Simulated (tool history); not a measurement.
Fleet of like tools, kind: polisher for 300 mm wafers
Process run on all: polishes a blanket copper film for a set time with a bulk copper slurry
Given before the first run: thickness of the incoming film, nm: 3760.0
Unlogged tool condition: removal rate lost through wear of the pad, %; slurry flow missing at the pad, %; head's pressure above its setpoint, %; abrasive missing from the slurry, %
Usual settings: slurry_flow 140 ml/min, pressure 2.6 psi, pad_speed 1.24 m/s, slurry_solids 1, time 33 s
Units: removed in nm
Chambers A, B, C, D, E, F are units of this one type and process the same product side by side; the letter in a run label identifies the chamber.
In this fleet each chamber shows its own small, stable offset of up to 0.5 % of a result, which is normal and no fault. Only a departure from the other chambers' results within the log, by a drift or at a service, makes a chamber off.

| run | hour | slurry_flow | pressure | pad_speed | slurry_solids | time | wafers polished on this pad | hours since the slurry nozzle was cleaned | hours since the head pressure was calibrated | hours since the slurry blender was calibrated | removed |
|---|---|---|---|---|---|---|---|---|---|---|---|
| 1B | 12.1 | 140 | 2.6 | 1.24 | 1 | 33 | 368 | 116.9 | 986.2 | 54.8 | 332.43 |
| 2C | 21.0 | 140 | 2.6 | 1.24 | 1 | 33 | 672 | 371.4 | 830.4 | 147.1 | 328.73 |
|  | 30.1 | chamber A: worn pad replaced by a new one |
| 3A | 33.0 | 140 | 2.6 | 1.24 | 1 | 33 | 48 | 650.7 | 608.5 | 122.9 | 333.29 |
|  | 33.1 | chamber D: slurry nozzle cleaned |
|  | 39.4 | chamber D: worn pad replaced by a new one |
| 4D | 44.3 | 140 | 2.6 | 1.24 | 1 | 33 | 82 | 11.3 | 106.6 | 83.5 | 334.41 |
| 5F | 53.4 | 140 | 2.6 | 1.24 | 1 | 33 | 1101 | 67.6 | 714.1 | 252.8 | 334.08 |
|  | 56.2 | chamber F: worn pad replaced by a new one |
|  | 62.2 | chamber B: worn pad replaced by a new one |
| 6E | 62.5 | 140 | 2.6 | 1.24 | 1 | 33 | 1074 | 163.7 | 622.1 | 191.0 | 330.33 |
|  | 66.4 | chamber C: worn pad replaced by a new one |
| 7F | 73.5 | 140 | 2.6 | 1.24 | 1 | 33 | 287 | 87.7 | 734.2 | 272.9 | 331.56 |
|  | 84.3 | chamber E: worn pad replaced by a new one |
| 8A | 87.2 | 140 | 2.6 | 1.24 | 1 | 33 | 948 | 704.9 | 662.7 | 177.1 | 326.42 |
|  | 88.2 | chamber B: head pressure recalibrated |
|  | 94.0 | chamber A: head pressure recalibrated |
|  | 94.7 | chamber C: slurry blender recalibrated |
| 9B | 99.3 | 140 | 2.6 | 1.24 | 1 | 33 | 616 | 204.1 | 11.1 | 142.0 | 329.87 |
|  | 104.3 | chamber A: worn pad replaced by a new one |
|  | 109.2 | chamber A: slurry nozzle cleaned |
| 10C | 114.0 | 140 | 2.6 | 1.24 | 1 | 33 | 791 | 464.4 | 923.4 | 19.4 | 323.30 |
|  | 119.3 | chamber D: worn pad replaced by a new one |
|  | 125.5 | chamber F: worn pad replaced by a new one |
| 11E | 125.7 | 140 | 2.6 | 1.24 | 1 | 33 | 687 | 226.9 | 685.3 | 254.2 | 328.15 |
|  | 127.0 | chamber B: worn pad replaced by a new one |
|  | 135.2 | chamber C: head pressure recalibrated |
| 12D | 135.3 | 140 | 2.6 | 1.24 | 1 | 33 | 266 | 102.3 | 197.6 | 174.5 | 332.10 |
|  | 136.4 | chamber E: slurry blender recalibrated |
|  | 147.4 | chamber F: slurry blender recalibrated |
| 13F | 149.1 | 140 | 2.6 | 1.24 | 1 | 33 | 392 | 163.3 | 809.8 | 1.8 | 329.26 |
|  | 151.0 | chamber C: worn pad replaced by a new one |
| 14C | 156.5 | 140 | 2.6 | 1.24 | 1 | 33 | 91 | 506.9 | 21.3 | 61.9 | 327.47 |
| 15E | 164.1 | 140 | 2.6 | 1.24 | 1 | 33 | 1325 | 265.3 | 723.7 | 27.7 | 324.59 |
|  | 164.4 | chamber E: worn pad replaced by a new one |
|  | 165.7 | chamber B: slurry blender recalibrated |
|  | 170.1 | chamber E: slurry nozzle cleaned |
|  | 174.8 | chamber B: slurry nozzle cleaned |
| 16A | 175.7 | 140 | 2.6 | 1.24 | 1 | 33 | 1186 | 66.5 | 81.7 | 265.6 | 326.44 |
|  | 185.3 | chamber A: worn pad replaced by a new one |
| 17D | 186.3 | 140 | 2.6 | 1.24 | 1 | 33 | 1112 | 153.3 | 248.6 | 225.5 | 333.22 |
|  | 194.0 | chamber F: worn pad replaced by a new one |
| 18B | 196.5 | 140 | 2.6 | 1.24 | 1 | 33 | 1154 | 21.7 | 108.3 | 30.8 | 333.86 |
|  | 198.0 | chamber B: worn pad replaced by a new one |
|  | 209.6 | chamber D: worn pad replaced by a new one |
| 19D | 211.3 | 140 | 2.6 | 1.24 | 1 | 33 | 28 | 178.3 | 273.6 | 250.5 | 329.06 |
|  | 216.0 | chamber C: worn pad replaced by a new one |
| 20A | 218.8 | 140 | 2.6 | 1.24 | 1 | 33 | 557 | 109.6 | 124.8 | 308.7 | 321.23 |
| 21B | 228.9 | 140 | 2.6 | 1.24 | 1 | 33 | 514 | 54.1 | 140.7 | 63.2 | 330.56 |
|  | 238.8 | chamber E: worn pad replaced by a new one |
| 22E | 239.4 | 140 | 2.6 | 1.24 | 1 | 33 | 11 | 69.4 | 799.0 | 103.0 | 326.25 |
| 23F | 246.1 | 140 | 2.6 | 1.24 | 1 | 33 | 866 | 260.3 | 906.8 | 98.8 | 333.98 |
|  | 247.6 | chamber F: slurry nozzle cleaned |
| 24C | 253.2 | 140 | 1.8 | 1.24 | 1 | 37 | 617 | 603.6 | 118.0 | 158.6 | 253.65 |
|  | 253.3 | chamber D: slurry blender recalibrated |
|  | 258.2 | chamber F: head pressure recalibrated |
| 25D | 260.8 | 140 | 1.8 | 1.24 | 1 | 37 | 850 | 227.8 | 323.1 | 7.6 | 254.40 |
|  | 262.8 | chamber A: worn pad replaced by a new one |
|  | 268.5 | chamber C: slurry nozzle cleaned |
|  | 270.0 | chamber F: worn pad replaced by a new one |
| 26A | 275.0 | 140 | 1.8 | 1.24 | 1 | 37 | 202 | 165.8 | 181.0 | 364.9 | 245.71 |
|  | 276.1 | chamber B: worn pad replaced by a new one |
|  | 276.4 | chamber E: head pressure recalibrated |
| 27F | 286.1 | 140 | 1.8 | 1.24 | 1 | 37 | 267 | 38.5 | 28.0 | 138.8 | 255.82 |
|  | 288.3 | chamber C: slurry blender recalibrated |
|  | 298.5 | chamber C: worn pad replaced by a new one |
| 28E | 300.4 | 140 | 1.8 | 1.24 | 1 | 37 | 1023 | 130.4 | 24.0 | 164.0 | 255.07 |
|  | 306.6 | chamber D: worn pad replaced by a new one |
| 29B | 309.1 | 140 | 1.8 | 1.24 | 1 | 37 | 548 | 134.3 | 220.9 | 143.4 | 255.54 |
| 30C | 318.9 | 140 | 2.6 | 1.24 | 1 | 33 | 340 | 50.4 | 183.7 | 30.7 | 328.58 |
|  | 328.3 | chamber E: worn pad replaced by a new one |
| 31F | 330.4 | 140 | 2.6 | 1.24 | 1 | 33 | 1003 | 82.8 | 72.3 | 183.1 | 331.92 |
| 32E | 340.3 | 140 | 2.6 | 1.24 | 1 | 33 | 200 | 170.3 | 63.9 | 203.9 | 330.08 |
|  | 344.3 | chamber A: worn pad replaced by a new one |
| 33C | 350.2 | 140 | 2.6 | 1.24 | 1 | 33 | 859 | 81.7 | 215.0 | 62.0 | 327.19 |
|  | 353.5 | chamber B: worn pad replaced by a new one |
| 34D | 363.0 | 140 | 2.6 | 1.24 | 1 | 33 | 936 | 330.0 | 425.3 | 109.8 | 330.00 |
|  | 368.9 | chamber B: slurry blender recalibrated |
| 35A | 373.4 | 140 | 2.6 | 1.24 | 1 | 33 | 483 | 264.2 | 279.4 | 463.3 | 309.23 |
| 36B | 380.8 | 140 | 2.6 | 1.24 | 1 | 33 | 453 | 206.0 | 292.6 | 12.0 | 328.83 |

Decide between three cases: one chamber stands off from its peers, the gauge reading all wafers drifts, or nothing is wrong past each chamber's small offset. Where a chamber is off, say which and what most likely put it there.

Chamber A drifts away from the others.
Most likely cause: abrasive missing from the slurry, % = 27.1.

Here are 4 candidates for chamber A's next run, each the usual settings with a change, their results left as question marks. Which one brings its results back in line with what the others give on the usual settings?
Allowed miss from the other chambers' usual-settings mean, per result, to count as in line: removed 7.90 nm
| 37A-1 | 391.5 | 140 | 2.6 | 1.28 | 1 | 34 |  |  |  |  | ? |
| 37A-2 | 391.5 | 140 | 2.6 | 1.22 | 1 | 33 |  |  |  |  | ? |
| 37A-3 | 391.5 | 140 | 2.6 | 1.26 | 1 | 33 |  |  |  |  | ? |
| 37A-4 | 391.5 | 140 | 2.6 | 1.20 | 1 | 32 |  |  |  |  | ? |

Average result of the remaining chambers running the usual settings: removed 329.39 nm
| run | removed |
|---|---|
| 37A-1 | 329.73 |
| 37A-2 | 304.94 |
| 37A-3 | 315.00 |
| 37A-4 | 290.82 |
The answer is 37A-1, which returns the chamber to within the allowed miss of the others.

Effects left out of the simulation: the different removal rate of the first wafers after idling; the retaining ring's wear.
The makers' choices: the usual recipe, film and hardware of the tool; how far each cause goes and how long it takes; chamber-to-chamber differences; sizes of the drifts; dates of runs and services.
